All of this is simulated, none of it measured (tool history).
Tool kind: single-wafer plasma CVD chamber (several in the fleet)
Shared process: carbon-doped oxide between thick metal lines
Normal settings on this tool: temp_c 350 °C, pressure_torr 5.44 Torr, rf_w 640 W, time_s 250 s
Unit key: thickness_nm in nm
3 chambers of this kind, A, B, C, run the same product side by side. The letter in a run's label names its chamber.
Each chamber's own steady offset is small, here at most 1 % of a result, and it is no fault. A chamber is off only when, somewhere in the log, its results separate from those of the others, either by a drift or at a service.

run	hour	temp_c	pressure_torr	rf_w	time_s	read-back reference wafer on the same gauge, thickness_nm	thickness_nm
1A	9.9	350	5.44	640	250	1239.8	1481.7
2B	15.2	350	5.44	640	250	1240.1	1489.7
3C	25.4	350	5.44	640	250	1241.8	1464.8
4B	35.5	350	5.44	640	250	1240	1486.7
5A	40.3	350	5.44	640	250	1240.5	1484.9
6C	47.4	350	5.44	640	250	1239.7	1464.8
7B	53.1	350	5.44	640	227	1240.2	1358.4
8C	59.9	350	5.44	640	227	1239.6	1328.9
9A	64.6	350	5.44	640	227	1240.3	1352.4
10B	72.8	350	5.44	640	250	1240.6	1488.8
11C	81.6	355	5.44	640	250	1239.4	1444.9
12A	86.2	355	5.44	640	250	1239.8	1475.5
13C	94.7	355	5.44	640	250	1241.6	1444
# hour 97.2: chamber A: thermocouple changed; heater temperature recalibrated
14B	104.3	350	5.44	640	250	1240.5	1501.7
15A	109.7	350	5.44	640	250	1239.1	1489.7
16B	119	350	5.44	640	250	1239.3	1480.8
17A	127.2	350	5.44	640	250	1240.7	1484.9
18C	134.8	350	5.44	640	250	1239.3	1446.3
19B	143.6	350	5.44	640	250	1239.4	1491.2
20C	150.9	350	5.44	640	250	1239.2	1433.5
21A	158.1	350	5.44	640	250	1241.3	1488.4
22A	166.7	350	5.44	640	250	1239	1492.2
23C	176.2	350	5.44	640	250	1240.1	1434
24B	181.6	350	5.44	640	250	1239.7	1489.9
25A	187.6	350	5.44	640	250	1240.3	1492.5
26B	196.7	350	5.44	640	250	1239.9	1484.6
# hour 201.9: chamber B: capacitance manometer re-zeroed and calibrated
27C	206.7	350	5.44	640	250	1240.3	1428.6
28B	211.9	350	5.44	640	250	1239.2	1489.5
29A	220.1	350	5.44	640	250	1241.1	1474.8
30C	230.1	350	5.44	640	250	1239.8	1429.1
31C	237.7	350	5.44	640	250	1238.7	1426.4
32A	244.5	350	5.44	640	250	1239.7	1486.8
33B	249.4	350	5.44	640	250	1238.4	1508.4
34B	258.8	350	5.44	640	250	1240	1489.4
35A	266.6	350	5.44	640	250	1239.8	1483.6
36C	277	350	5.44	640	250	1239.8	1419.6
37B	285	350	5.44	640	250	1238.6	1487.2
38A	292.6	350	5.44	640	250	1240.1	1496.3
39C	300.5	350	5.44	640	250	1239.4	1417.5
40B	307.5	350	5.44	640	250	1239.4	1495
41A	313.1	350	6.18	640	209	1240.2	1266.7
42C	321.7	350	6.18	640	209	1240.6	1209.2
43A	331	350	6.18	640	209	1240	1259.9

Which is it: a chamber that has drifted or been left off by a service, a gauge drift common to all chambers, or only each chamber's usual small offset? If a chamber is off, name it and its likeliest cause.

One chamber, C, drifts off from the rest bit by bit.
Likeliest cause: delivered RF power below the setpoint (%) = 5.89.

Chamber C could run next with any of the 4 candidate recipes listed below; each alters the usual settings, and their results appear as question marks. Which one brings its results back in line with what the other chambers deliver on the usual settings?
A result is in line if it is within this distance of the other chambers' mean on the usual settings: thickness_nm 21 nm
44C-1	338.6	349	5.48	655	259		?
44C-2	338.6	351	5.37	615	250		?
44C-3	338.6	361	4.54	640	250		?
44C-4	338.6	350	5.46	645	254		?

What the other chambers average on the usual settings: thickness_nm 1488.6 nm
run	thickness_nm
44C-1	1492.7
44C-2	1375.2
44C-3	1340.6
44C-4	1445.6
44C-1 puts the chamber back in line with the other chambers.

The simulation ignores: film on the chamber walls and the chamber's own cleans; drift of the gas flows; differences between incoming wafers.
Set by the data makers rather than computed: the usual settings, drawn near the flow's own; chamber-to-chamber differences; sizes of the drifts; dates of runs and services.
